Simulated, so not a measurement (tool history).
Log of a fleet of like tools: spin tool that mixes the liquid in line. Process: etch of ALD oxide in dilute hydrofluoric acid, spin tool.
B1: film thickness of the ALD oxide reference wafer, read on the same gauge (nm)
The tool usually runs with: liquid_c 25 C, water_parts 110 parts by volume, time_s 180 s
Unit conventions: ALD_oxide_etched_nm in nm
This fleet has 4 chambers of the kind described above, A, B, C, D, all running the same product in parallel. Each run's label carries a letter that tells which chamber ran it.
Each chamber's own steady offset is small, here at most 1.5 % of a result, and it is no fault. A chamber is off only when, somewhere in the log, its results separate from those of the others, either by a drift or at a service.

{"run": "1D", "hour": 14.4, "liquid_c": 25, "water_parts": 110, "time_s": 180, "B1": 70.025, "ALD_oxide_etched_nm": 21.84}
{"run": "2A", "hour": 25.7, "liquid_c": 25, "water_parts": 110, "time_s": 180, "B1": 69.998, "ALD_oxide_etched_nm": 21.83}
{"run": "3B", "hour": 32.4, "liquid_c": 25, "water_parts": 110, "time_s": 180, "B1": 69.996, "ALD_oxide_etched_nm": 21.615}
{"run": "4C", "hour": 42.4, "liquid_c": 25, "water_parts": 110, "time_s": 180, "B1": 70.022, "ALD_oxide_etched_nm": 21.606}
{"run": "5D", "hour": 55.9, "liquid_c": 25, "water_parts": 110, "time_s": 180, "B1": 70.022, "ALD_oxide_etched_nm": 21.765}
{"run": "6C", "hour": 65.9, "liquid_c": 25, "water_parts": 110, "time_s": 180, "B1": 70.013, "ALD_oxide_etched_nm": 21.541}
{"run": "7A", "hour": 73.9, "liquid_c": 25, "water_parts": 110, "time_s": 180, "B1": 69.981, "ALD_oxide_etched_nm": 21.72}
{"run": "8B", "hour": 88.9, "liquid_c": 25, "water_parts": 110, "time_s": 180, "B1": 70.026, "ALD_oxide_etched_nm": 21.618}
{"run": "9A", "hour": 99.2, "liquid_c": 25, "water_parts": 110, "time_s": 180, "B1": 69.968, "ALD_oxide_etched_nm": 21.903}
{"run": "10D", "hour": 106.7, "liquid_c": 22, "water_parts": 110, "time_s": 180, "B1": 70.005, "ALD_oxide_etched_nm": 19.187}
{"run": "11B", "hour": 115.0, "liquid_c": 22, "water_parts": 110, "time_s": 180, "B1": 69.978, "ALD_oxide_etched_nm": 19.188}
{"run": "12C", "hour": 125.9, "liquid_c": 22, "water_parts": 110, "time_s": 180, "B1": 69.975, "ALD_oxide_etched_nm": 19.115}
{"run": "13B", "hour": 137.7, "liquid_c": 22, "water_parts": 110, "time_s": 180, "B1": 69.975, "ALD_oxide_etched_nm": 19.073}
{"run": "14A", "hour": 150.1, "liquid_c": 25, "water_parts": 110, "time_s": 180, "B1": 70.001, "ALD_oxide_etched_nm": 21.706}
{"run": "15D", "hour": 162.8, "liquid_c": 25, "water_parts": 110, "time_s": 180, "B1": 70.028, "ALD_oxide_etched_nm": 21.473}
{"run": "16C", "hour": 169.9, "liquid_c": 25, "water_parts": 110, "time_s": 180, "B1": 70.024, "ALD_oxide_etched_nm": 21.813}
{"run": "17D", "hour": 177.7, "liquid_c": 25, "water_parts": 110, "time_s": 180, "B1": 70.011, "ALD_oxide_etched_nm": 21.489}
{"run": "18A", "hour": 191.1, "liquid_c": 25, "water_parts": 110, "time_s": 180, "B1": 70.02, "ALD_oxide_etched_nm": 21.878}
{"run": "19C", "hour": 201.9, "liquid_c": 25, "water_parts": 110, "time_s": 180, "B1": 69.989, "ALD_oxide_etched_nm": 21.312}
{"run": "20B", "hour": 210.4, "liquid_c": 25, "water_parts": 110, "time_s": 180, "B1": 70.025, "ALD_oxide_etched_nm": 21.698}
{"run": "21A", "hour": 223.0, "liquid_c": 25, "water_parts": 110, "time_s": 180, "B1": 69.985, "ALD_oxide_etched_nm": 21.671}
{"run": "22C", "hour": 235.7, "liquid_c": 25, "water_parts": 110, "time_s": 180, "B1": 70.049, "ALD_oxide_etched_nm": 21.204}
{"run": "23B", "hour": 248.0, "liquid_c": 25, "water_parts": 110, "time_s": 180, "B1": 69.993, "ALD_oxide_etched_nm": 21.802}
{"run": "24D", "hour": 260.0, "liquid_c": 25, "water_parts": 110, "time_s": 180, "B1": 70.008, "ALD_oxide_etched_nm": 21.787}
{"run": "25A", "hour": 270.2, "liquid_c": 25, "water_parts": 110, "time_s": 180, "B1": 70.016, "ALD_oxide_etched_nm": 21.89}
{"run": "26B", "hour": 277.9, "liquid_c": 21.5, "water_parts": 160, "time_s": 180, "B1": 69.998, "ALD_oxide_etched_nm": 12.187}
{"run": "27D", "hour": 288.8, "liquid_c": 21.5, "water_parts": 160, "time_s": 180, "B1": 69.986, "ALD_oxide_etched_nm": 12.262}
{"run": "28C", "hour": 301.7, "liquid_c": 21.5, "water_parts": 160, "time_s": 180, "B1": 70.029, "ALD_oxide_etched_nm": 11.994}
{"hour": 305.6, "done": "chamber B: hydrofluoric acid flow meter replaced"}
{"run": "29D", "hour": 314.9, "liquid_c": 21.5, "water_parts": 160, "time_s": 180, "B1": 70.006, "ALD_oxide_etched_nm": 12.16}
{"run": "30B", "hour": 327.0, "liquid_c": 25, "water_parts": 110, "time_s": 180, "B1": 70.002, "ALD_oxide_etched_nm": 21.84}
{"run": "31A", "hour": 341.1, "liquid_c": 25, "water_parts": 110, "time_s": 180, "B1": 70.033, "ALD_oxide_etched_nm": 21.786}
{"run": "32C", "hour": 354.7, "liquid_c": 25, "water_parts": 110, "time_s": 180, "B1": 70.011, "ALD_oxide_etched_nm": 21.603}
{"run": "33A", "hour": 365.5, "liquid_c": 25, "water_parts": 110, "time_s": 180, "B1": 70.008, "ALD_oxide_etched_nm": 21.798}

Decide between three cases: one chamber stands off from its peers, the gauge reading all wafers drifts, or nothing is wrong past each chamber's small offset. Where a chamber is off, say which and what most likely put it there.

Beyond each chamber's small constant offset nothing stands out, and the gauge stays steady.
